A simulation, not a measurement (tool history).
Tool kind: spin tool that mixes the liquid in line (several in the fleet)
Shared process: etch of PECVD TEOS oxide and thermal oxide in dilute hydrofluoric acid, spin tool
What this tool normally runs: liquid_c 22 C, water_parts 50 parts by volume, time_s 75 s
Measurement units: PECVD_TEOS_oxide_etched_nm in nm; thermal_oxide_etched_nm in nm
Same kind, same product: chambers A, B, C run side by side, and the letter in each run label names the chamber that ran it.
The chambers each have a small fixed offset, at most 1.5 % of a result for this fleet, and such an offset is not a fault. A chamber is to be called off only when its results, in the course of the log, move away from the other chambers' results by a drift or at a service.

run    day  liquid_c  water_parts  time_s  hours since the thermometer was replaced  hours since the hydrofluoric acid flow meter was replaced  read-back film thickness of the PECVD TEOS oxide reference wafer, read on the same gauge (nm)  read-back film thickness of the thermal oxide reference wafer, read on the same gauge (nm)  PECVD_TEOS_oxide_etched_nm  thermal_oxide_etched_nm
 1A  0.454        22           50      75                                    2038.1                                                        101                                                                                         139.99                                                                                      139.98                      26.499                   6.9992
 2B  0.688        22           50      75                                     673.9                                                     1769.8                                                                                         139.99                                                                                         140                      27.255                   7.0258
 3C  0.992        22           50      75                                    1278.1                                                      366.2                                                                                         140.01                                                                                         140                      26.718                   6.9502
 4A  1.333        22           50      75                                    2059.2                                                      122.1                                                                                         140.02                                                                                      140.01                      27.152                   6.9347
 5C  1.638        22           50      75                                    1293.6                                                      381.7                                                                                            140                                                                                      140.02                      26.622                   6.9298
 6B  1.946        18           50      75                                     704.1                                                       1800                                                                                         140.01                                                                                      139.98                      22.704                   5.9189
 7C  2.246        18           50      75                                    1308.2                                                      396.3                                                                                         140.02                                                                                      140.01                      22.794                   5.8584
 8B  2.546        18           50      75                                     718.5                                                     1814.4                                                                                            140                                                                                      140.01                      22.711                   5.9204
 9A  2.821        22           50      75                                    2094.9                                                      157.8                                                                                         139.99                                                                                      140.01                       26.79                   6.9448
10C  3.246        22           50      75                                    1332.2                                                      420.3                                                                                            140                                                                                         140                      26.927                    6.935
11A  3.496        22           50      75                                    2111.1                                                        174                                                                                            140                                                                                         140                      26.513                    6.961
12B  3.854        22           50      75                                     749.9                                                     1845.8                                                                                         139.98                                                                                         140                      26.877                   7.0099
13C  4.325        22           50      75                                    1358.1                                                      446.2                                                                                         140.02                                                                                         140                      27.115                   6.9098
14B  4.767        22           50      75                                     771.8                                                     1867.7                                                                                            140                                                                                         140                       27.09                   7.0342
15A  5.046        22           50      75                                    2148.3                                                      211.2                                                                                         139.98                                                                                      140.02                      26.674                   6.9743
      5.25  -- chamber B: hydrofluoric acid flow meter replaced
16B  5.462        22           50      75                                     788.5                                                        5.1                                                                                            140                                                                                      140.03                      26.849                   7.0125
17C  5.679      26.5           35      75                                    1390.6                                                      478.7                                                                                            140                                                                                      139.96                      47.237                   12.079
18A  5.904      26.5           35      75                                    2168.9                                                      231.8                                                                                            140                                                                                      140.01                       46.38                   12.217
19B  6.283      26.5           35      75                                     808.2                                                       24.8                                                                                         139.99                                                                                      140.01                      46.818                   12.228
20C  6.538        22           50      75                                    1411.2                                                      499.3                                                                                            140                                                                                      140.01                      27.129                     6.94
21A  6.983        22           50      75                                    2194.8                                                      257.7                                                                                         140.02                                                                                      140.01                      26.579                   6.9899
22B  7.196        22           50      75                                     830.1                                                       46.7                                                                                            140                                                                                      139.97                      27.176                   7.0328
23C  7.471      26.5           70      75                                    1433.6                                                      521.7                                                                                         140.01                                                                                         140                      22.397                   5.7793

Which is it: a chamber that has drifted or been left off by a service, a gauge drift common to all chambers, or only each chamber's usual small offset? If a chamber is off, name it and its likeliest cause.

All chambers stay in line apart from their small fixed offsets, and the gauge does not drift.
